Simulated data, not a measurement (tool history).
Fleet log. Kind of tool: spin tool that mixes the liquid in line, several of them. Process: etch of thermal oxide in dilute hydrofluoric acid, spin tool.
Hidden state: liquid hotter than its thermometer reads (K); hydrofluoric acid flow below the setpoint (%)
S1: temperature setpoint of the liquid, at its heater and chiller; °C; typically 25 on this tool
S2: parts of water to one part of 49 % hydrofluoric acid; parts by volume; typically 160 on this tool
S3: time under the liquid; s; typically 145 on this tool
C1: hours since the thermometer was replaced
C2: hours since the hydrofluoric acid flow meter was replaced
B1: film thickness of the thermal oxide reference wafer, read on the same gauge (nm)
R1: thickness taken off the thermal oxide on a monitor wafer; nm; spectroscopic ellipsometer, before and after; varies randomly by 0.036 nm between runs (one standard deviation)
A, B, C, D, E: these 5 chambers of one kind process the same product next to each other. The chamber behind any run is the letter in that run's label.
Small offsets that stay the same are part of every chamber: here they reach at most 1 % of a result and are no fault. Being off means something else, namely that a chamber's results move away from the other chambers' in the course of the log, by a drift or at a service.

run	day	S1	S2	S3	C1	C2	B1	R1
1E	0.429	25	160	145	1405.6	956.8	109.97	4.137
2D	0.712	25	160	145	299.4	2531.1	109.99	4.1779
# day 0.958: chamber A: hydrofluoric acid flow meter replaced
3C	1.004	25	160	145	741.1	782.3	110.04	4.2122
4A	1.396	25	160	145	115.9	10.6	109.98	4.187
5B	1.829	25	160	145	256.5	244	109.98	4.1463
6C	2.104	25	160	145	767.5	808.7	109.95	4.2067
7E	2.638	25	160	145	1458.6	1009.8	110	4.0872
8B	2.921	25	160	145	282.7	270.2	109.99	4.1889
9A	3.179	25	115	80	158.7	53.4	109.99	3.3325
10D	3.429	25	115	80	364.6	2596.3	109.99	3.3397
11D	3.725	25	115	80	371.7	2603.4	109.99	3.273
12A	4.162	25	115	80	182.3	77	109.94	3.3872
13B	4.629	25	115	80	323.7	311.2	110	3.3711
14C	5.129	25	160	145	840.1	881.3	109.99	4.1151
15E	5.671	25	160	145	1531.4	1082.6	110.02	4.0488
16E	5.992	25	160	145	1539.1	1090.3	110	4.0451
17A	6.546	25	160	145	239.5	134.2	109.94	4.1634
18D	7.062	25	160	145	451.8	2683.5	109.97	4.0744
19C	7.638	25	160	145	900.3	941.5	109.98	4.199
20B	8.067	25	160	145	406.2	393.7	109.97	4.1814
21C	8.525	25	160	145	921.6	962.8	110.01	4.1882
22D	8.917	25	160	145	496.3	2728	109.94	4.0985
23A	9.45	25	160	145	309.2	203.9	110.03	4.1294
24E	9.904	25	160	145	1633	1184.2	110.04	3.9013
25B	10.179	25	160	145	456.9	444.4	110.03	4.1687
26E	10.738	25	160	145	1653	1204.2	109.97	3.8315
27D	11.196	25	105	145	551	2782.7	109.95	6.6115
28A	11.538	25	105	145	359.3	254	109.96	6.6874
29C	11.896	25	105	145	1002.5	1043.7	110.03	6.8654
# day 12.079: chamber D: hydrofluoric acid flow meter replaced
30B	12.375	25	105	145	509.6	497.1	109.99	6.6273
31A	12.742	25	105	145	388.2	282.9	110.01	6.7108
32B	13.246	25	160	145	530.5	518	110.05	4.1871
33E	13.683	25	200	195	1723.7	1274.9	110.01	3.9032
34C	14.092	25	200	195	1055.2	1096.4	109.97	4.291
35D	14.458	25	200	195	629.3	57.1	109.91	4.3045

One chamber off, gauge drift, or nothing amiss beyond the chambers' own small offsets? If it is a chamber, which one, and what is the likeliest cause?

Little by little, chamber E moves away from the other chambers.
What lies behind it: hydrofluoric acid flow below the setpoint (%) = 8.56.
The log may not tell that from: liquid colder than its thermometer reads (K).

Here are 4 candidates for chamber E's next run, each the usual settings with a change, their results left as question marks. Which one brings its results back in line with what the others give on the usual settings?
To be in line, a result may differ from the other chambers' mean on the usual settings by at most: R1 0.13 nm
36E-1	14.871	25	175	145				?
36E-2	14.871	25	145	160				?
36E-3	14.871	25	155	155				?
36E-4	14.871	25	190	145				?

The mean the other chambers reach with the usual settings: R1 4.1601 nm
run	R1
36E-1	3.3375
36E-2	4.5975
36E-3	4.1197
36E-4	3.0232
The right change is 36E-3: it brings the chamber back within the allowed miss of the others.

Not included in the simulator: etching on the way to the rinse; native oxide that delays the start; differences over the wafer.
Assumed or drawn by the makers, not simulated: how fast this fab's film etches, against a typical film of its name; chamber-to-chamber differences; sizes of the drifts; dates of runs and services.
